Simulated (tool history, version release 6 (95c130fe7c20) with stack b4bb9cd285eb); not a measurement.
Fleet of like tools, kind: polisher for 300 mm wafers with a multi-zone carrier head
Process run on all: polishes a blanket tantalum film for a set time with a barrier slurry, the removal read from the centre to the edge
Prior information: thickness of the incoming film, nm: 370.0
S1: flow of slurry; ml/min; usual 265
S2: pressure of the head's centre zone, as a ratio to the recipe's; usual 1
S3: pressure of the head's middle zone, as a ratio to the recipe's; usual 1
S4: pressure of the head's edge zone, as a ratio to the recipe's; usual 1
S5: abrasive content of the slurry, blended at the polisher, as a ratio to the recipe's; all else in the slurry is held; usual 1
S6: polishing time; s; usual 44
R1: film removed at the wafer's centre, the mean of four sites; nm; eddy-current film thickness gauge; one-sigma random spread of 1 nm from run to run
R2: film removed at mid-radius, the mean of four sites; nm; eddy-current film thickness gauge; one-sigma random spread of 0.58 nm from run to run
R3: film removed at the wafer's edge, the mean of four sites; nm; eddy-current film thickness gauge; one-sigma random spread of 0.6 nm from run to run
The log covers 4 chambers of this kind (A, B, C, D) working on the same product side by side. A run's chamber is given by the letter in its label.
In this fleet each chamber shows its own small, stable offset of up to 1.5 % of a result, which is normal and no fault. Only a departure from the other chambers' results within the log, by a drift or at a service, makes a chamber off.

| run | day | S1 | S2 | S3 | S4 | S5 | S6 | R1 | R2 | R3 |
|---|---|---|---|---|---|---|---|---|---|---|
| 1B | 0.246 | 265 | 1 | 1 | 1 | 1 | 44 | 90.017 | 89.628 | 90.952 |
| 2C | 0.438 | 265 | 1 | 1 | 1 | 1 | 44 | 91.847 | 89.73 | 91.953 |
|  | 0.462 | chamber D: worn pad replaced by a new one |
| 3A | 0.738 | 265 | 1 | 1 | 1 | 1 | 44 | 90.872 | 92.098 | 90.846 |
| 4D | 1.033 | 265 | 1 | 1 | 1 | 1 | 44 | 89.996 | 89.438 | 90.473 |
| 5B | 1.262 | 265 | 1 | 1 | 1 | 1 | 44 | 92.38 | 91.124 | 91.297 |
| 6A | 1.554 | 265 | 1 | 1 | 1 | 1 | 44 | 90.604 | 90.923 | 89.435 |
| 7D | 1.779 | 265 | 1 | 1 | 1 | 1 | 44 | 88.783 | 89.274 | 91.073 |
|  | 1.792 | chamber B: worn pad replaced by a new one |
| 8C | 1.992 | 265 | 1 | 1 | 1 | 1 | 44 | 90.5 | 90.333 | 89.962 |
| 9A | 2.288 | 265 | 1 | 1 | 1 | 1 | 44 | 92.279 | 91.353 | 91.522 |
| 10C | 2.467 | 265 | 1 | 1 | 1 | 1 | 44 | 90.691 | 90.817 | 89.679 |
| 11B | 2.725 | 265 | 1 | 1 | 1 | 1 | 44 | 92.062 | 90.303 | 90.932 |
| 12D | 3.071 | 265 | 1 | 1 | 1 | 1 | 44 | 90.596 | 88.106 | 90.534 |
|  | 3.079 | chamber A: worn pad replaced by a new one |
|  | 3.362 | chamber D: worn pad replaced by a new one |
| 13B | 3.362 | 265 | 1 | 1 | 1 | 1 | 44 | 93.07 | 91.915 | 90.715 |
| 14D | 3.592 | 265 | 1 | 1 | 1 | 1 | 44 | 91.635 | 89.342 | 91.289 |
|  | 3.654 | chamber D: centre zone pressure recalibrated |
|  | 3.679 | chamber C: worn pad replaced by a new one |
| 15A | 3.9 | 265 | 1 | 1 | 1 | 1 | 44 | 91.155 | 91.173 | 90.147 |
| 16C | 4.054 | 265 | 1 | 1 | 1 | 1 | 44 | 91.271 | 90.638 | 90.384 |
| 17D | 4.321 | 265 | 1 | 1 | 1 | 1 | 44 | 89.274 | 88.547 | 90.295 |
| 18A | 4.596 | 265 | 1 | 1 | 1 | 1 | 44 | 91.932 | 92.199 | 91.211 |
|  | 4.7 | chamber B: worn pad replaced by a new one |
| 19C | 4.938 | 265 | 1 | 1 | 1 | 1 | 44 | 88.512 | 90.838 | 91.338 |
| 20B | 5.121 | 265 | 1 | 1 | 1.11 | 1 | 44 | 95.955 | 90.365 | 95.401 |
|  | 5.25 | chamber C: slurry nozzle cleaned |
| 21B | 5.292 | 265 | 1 | 1 | 1.11 | 1 | 44 | 93.522 | 90.693 | 96.784 |
| 22D | 5.508 | 265 | 1 | 1 | 1.11 | 1 | 44 | 89.143 | 90.121 | 94.371 |
| 23C | 5.688 | 265 | 1 | 1 | 1.11 | 1 | 44 | 91.335 | 90.551 | 95.548 |
| 24A | 5.967 | 265 | 1 | 1 | 1 | 1 | 44 | 90.814 | 91.374 | 91.526 |
| 25D | 6.254 | 265 | 1 | 0.93 | 1 | 1 | 32 | 66.107 | 60.977 | 66.049 |
| 26A | 6.542 | 265 | 1 | 0.93 | 1 | 1 | 32 | 64.889 | 62.307 | 66.494 |
|  | 6.571 | chamber A: worn pad replaced by a new one |
|  | 6.733 | chamber D: worn pad replaced by a new one |
| 27B | 6.746 | 265 | 1 | 0.93 | 1 | 1 | 32 | 69.506 | 62.492 | 66.398 |
| 28C | 6.983 | 265 | 1 | 0.93 | 1 | 1 | 32 | 67.006 | 61.979 | 66.067 |
| 29B | 7.183 | 315 | 1 | 1 | 1 | 1 | 49 | 110.24 | 103.03 | 103.26 |
|  | 7.2 | chamber B: worn pad replaced by a new one |
|  | 7.433 | chamber D: slurry nozzle cleaned |
|  | 7.433 | chamber A: centre zone pressure recalibrated |
| 30C | 7.438 | 315 | 1 | 1 | 1 | 1 | 49 | 104.02 | 102.57 | 103.05 |
| 31D | 7.638 | 315 | 1 | 1 | 1 | 1 | 49 | 100.07 | 100.56 | 102.56 |
|  | 7.821 | chamber B: slurry nozzle cleaned |
| 32A | 7.958 | 315 | 1 | 1 | 1 | 1 | 49 | 101.85 | 103.38 | 101.43 |
|  | 7.971 | chamber C: worn pad replaced by a new one |
| 33B | 8.25 | 265 | 1 | 0.91 | 1 | 0.8 | 44 | 89.712 | 77.39 | 85.458 |
|  | 8.408 | chamber D: edge zone pressure recalibrated |
| 34D | 8.575 | 265 | 1 | 0.91 | 1 | 0.8 | 44 | 83.71 | 76.077 | 85.011 |
| 35A | 8.888 | 265 | 1 | 0.91 | 1 | 0.8 | 44 | 85.519 | 78.195 | 85.599 |
| 36C | 9.188 | 265 | 1 | 0.91 | 1 | 0.8 | 44 | 84.241 | 76.579 | 84.494 |
| 37A | 9.425 | 265 | 1 | 1 | 1 | 1 | 44 | 92.608 | 90.543 | 91.49 |
| 38C | 9.65 | 265 | 1 | 1 | 1 | 1 | 44 | 89.786 | 90.347 | 90.398 |
|  | 9.671 | chamber B: worn pad replaced by a new one |
|  | 9.733 | chamber D: worn pad replaced by a new one |
| 39B | 9.971 | 265 | 1 | 1 | 0.94 | 1 | 44 | 99.736 | 90.076 | 88.168 |
| 40D | 10.283 | 265 | 1 | 1 | 0.94 | 1 | 44 | 89.889 | 88.486 | 87.863 |
| 41D | 10.467 | 265 | 1 | 1 | 0.94 | 1 | 44 | 90.039 | 89.203 | 88.196 |

Next, all 4 chambers run the settings below, one line each with question marks for the results. What does each chamber give?
| 42A | 10.721 | 265 | 1 | 1 | 1 | 1 | 44 | ? | ? | ? |
| 42B | 10.721 | 265 | 1 | 1 | 1 | 1 | 44 | ? | ? | ? |
| 42C | 10.721 | 265 | 1 | 1 | 1 | 1 | 44 | ? | ? | ? |
| 42D | 10.721 | 265 | 1 | 1 | 1 | 1 | 44 | ? | ? | ? |

| run | R1 | R2 | R3 |
|---|---|---|---|
| 42A | 91.883 | 91.928 | 90.49 |
| 42B | 100.11 | 90.68 | 91.303 |
| 42C | 91.656 | 90.619 | 90.557 |
| 42D | 91.026 | 89.437 | 89.569 |
